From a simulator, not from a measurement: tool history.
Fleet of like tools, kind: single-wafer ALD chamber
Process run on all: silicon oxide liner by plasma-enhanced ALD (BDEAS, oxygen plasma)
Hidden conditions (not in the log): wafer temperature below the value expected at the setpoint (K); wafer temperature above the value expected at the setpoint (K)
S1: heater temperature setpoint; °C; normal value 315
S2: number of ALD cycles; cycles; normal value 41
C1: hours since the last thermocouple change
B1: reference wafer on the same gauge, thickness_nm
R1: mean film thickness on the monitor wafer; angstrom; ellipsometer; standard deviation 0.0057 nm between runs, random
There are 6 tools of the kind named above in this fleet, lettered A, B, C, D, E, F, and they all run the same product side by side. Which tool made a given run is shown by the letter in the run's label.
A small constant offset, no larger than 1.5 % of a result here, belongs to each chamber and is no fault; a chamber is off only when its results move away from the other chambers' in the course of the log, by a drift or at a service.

Run 1F, hour 9.4: usual settings; C1 743; B1 3.3982. Result: R1 37.144 angstrom.
Run 2E, hour 15.7: usual settings; C1 166; B1 3.399. Result: R1 37.517 angstrom.
Run 3D, hour 20.5: usual settings; C1 1074.8; B1 3.3983. Result: R1 37.465 angstrom.
Run 4C, hour 26.9: usual settings; C1 743.1; B1 3.3982. Result: R1 36.709 angstrom.
Run 5B, hour 36.2: usual settings; C1 508.6; B1 3.3988. Result: R1 36.894 angstrom.
Run 6A, hour 44: usual settings but S1 324 °C; C1 755.2; B1 3.3984. Result: R1 36.808 angstrom.
Run 7B, hour 54: usual settings but S1 324 °C; C1 526.4; B1 3.3956. Result: R1 36.335 angstrom.
Run 8F, hour 63.6: usual settings but S1 324 °C; C1 797.2; B1 3.3955. Result: R1 36.623 angstrom.
Run 9E, hour 72.8: usual settings but S1 324 °C; C1 223.1; B1 3.3959. Result: R1 37.127 angstrom.
Run 10A, hour 79.6: usual settings but S1 324 °C; C1 790.8; B1 3.3964. Result: R1 36.879 angstrom.
Run 11C, hour 84.4: usual settings but S1 324 °C; C1 800.6; B1 3.3946. Result: R1 36.3 angstrom.
Run 12D, hour 95.3: usual settings; C1 1149.6; B1 3.3962. Result: R1 37.493 angstrom.
Run 13F, hour 102.6: usual settings; C1 836.2; B1 3.395. Result: R1 37.072 angstrom.
Run 14E, hour 110.4: usual settings; C1 260.7; B1 3.3924. Result: R1 37.529 angstrom.
Run 15A, hour 116.5: usual settings; C1 827.7; B1 3.3934. Result: R1 37.313 angstrom.
Run 16C, hour 122.2: usual settings but S1 302 °C, S2 47 cycles; C1 838.4; B1 3.3912. Result: R1 42.894 angstrom.
Run 17D, hour 130.7: usual settings but S1 302 °C, S2 47 cycles; C1 1185; B1 3.3921. Result: R1 43.735 angstrom.
Run 18B, hour 135.8: usual settings but S1 302 °C, S2 47 cycles; C1 608.2; B1 3.3917. Result: R1 43.064 angstrom.
Run 19A, hour 142.4: usual settings but S1 302 °C, S2 47 cycles; C1 853.6; B1 3.3913. Result: R1 43.619 angstrom.
Run 20D, hour 151.8: usual settings but S1 302 °C, S2 47 cycles; C1 1206.1; B1 3.3909. Result: R1 43.526 angstrom.
Run 21C, hour 158.8: usual settings but S1 302 °C, S2 47 cycles; C1 875; B1 3.3903. Result: R1 42.963 angstrom.
Run 22E, hour 169.9: usual settings; C1 320.2; B1 3.3902. Result: R1 37.447 angstrom.
Run 23F, hour 177.9: usual settings but S1 321 °C, S2 48 cycles; C1 911.5; B1 3.3888. Result: R1 42.814 angstrom.
Run 24B, hour 188.4: usual settings but S1 321 °C, S2 48 cycles; C1 660.8; B1 3.3888. Result: R1 42.56 angstrom.
Run 25E, hour 199.5: usual settings but S1 321 °C, S2 48 cycles; C1 349.8; B1 3.3877. Result: R1 43.509 angstrom.
Run 26C, hour 205.7: usual settings but S1 321 °C, S2 48 cycles; C1 921.9; B1 3.3881. Result: R1 42.629 angstrom.
Run 27D, hour 216.2: usual settings but S1 321 °C, S2 48 cycles; C1 1270.5; B1 3.3881. Result: R1 43.23 angstrom.
Run 28B, hour 227: usual settings but S1 321 °C, S2 48 cycles; C1 699.4; B1 3.3862. Result: R1 42.503 angstrom.
Run 29F, hour 232.4: usual settings; C1 966; B1 3.3869. Result: R1 36.984 angstrom.
Run 30A, hour 238.9: usual settings but S2 34 cycles; C1 950.1; B1 3.3854. Result: R1 30.952 angstrom.
Run 31A, hour 247.2: usual settings but S2 34 cycles; C1 958.4; B1 3.386. Result: R1 30.848 angstrom.
At hour 250.8: chamber F: thermocouple changed; heater temperature recalibrated.
Run 32E, hour 258.1: usual settings but S2 34 cycles; C1 408.4; B1 3.3861. Result: R1 31.032 angstrom.
Run 33D, hour 266.2: usual settings but S2 34 cycles; C1 1320.5; B1 3.3849. Result: R1 30.937 angstrom.
Run 34F, hour 276.8: usual settings but S2 34 cycles; C1 26.1; B1 3.3825. Result: R1 30.653 angstrom.
Run 35C, hour 285.4: usual settings but S2 34 cycles; C1 1001.6; B1 3.3833. Result: R1 30.448 angstrom.
Run 36B, hour 290.7: usual settings; C1 763.1; B1 3.3844. Result: R1 36.71 angstrom.
Run 37D, hour 296.5: usual settings; C1 1350.8; B1 3.3827. Result: R1 37.251 angstrom.
Run 38A, hour 303.2: usual settings; C1 1014.4; B1 3.3823. Result: R1 37.301 angstrom.
Run 39B, hour 312.2: usual settings; C1 784.6; B1 3.3809. Result: R1 36.666 angstrom.
Run 40E, hour 322.7: usual settings; C1 473; B1 3.3808. Result: R1 37.439 angstrom.
Run 41F, hour 328.2: usual settings; C1 77.5; B1 3.3812. Result: R1 36.883 angstrom.
Run 42C, hour 338.4: usual settings; C1 1054.6; B1 3.3799. Result: R1 36.633 angstrom.
Run 43E, hour 346.5: usual settings; C1 496.8; B1 3.3789. Result: R1 37.38 angstrom.

Which is it: a chamber that has drifted or been left off by a service, a gauge drift common to all chambers, or only each chamber's usual small offset? If a chamber is off, name it and its likeliest cause.

It is the gauge, not a chamber: its drift shows up in every chamber's results at once, and no chamber is off.
Likeliest cause: gauge reads low (%) = 0.622.

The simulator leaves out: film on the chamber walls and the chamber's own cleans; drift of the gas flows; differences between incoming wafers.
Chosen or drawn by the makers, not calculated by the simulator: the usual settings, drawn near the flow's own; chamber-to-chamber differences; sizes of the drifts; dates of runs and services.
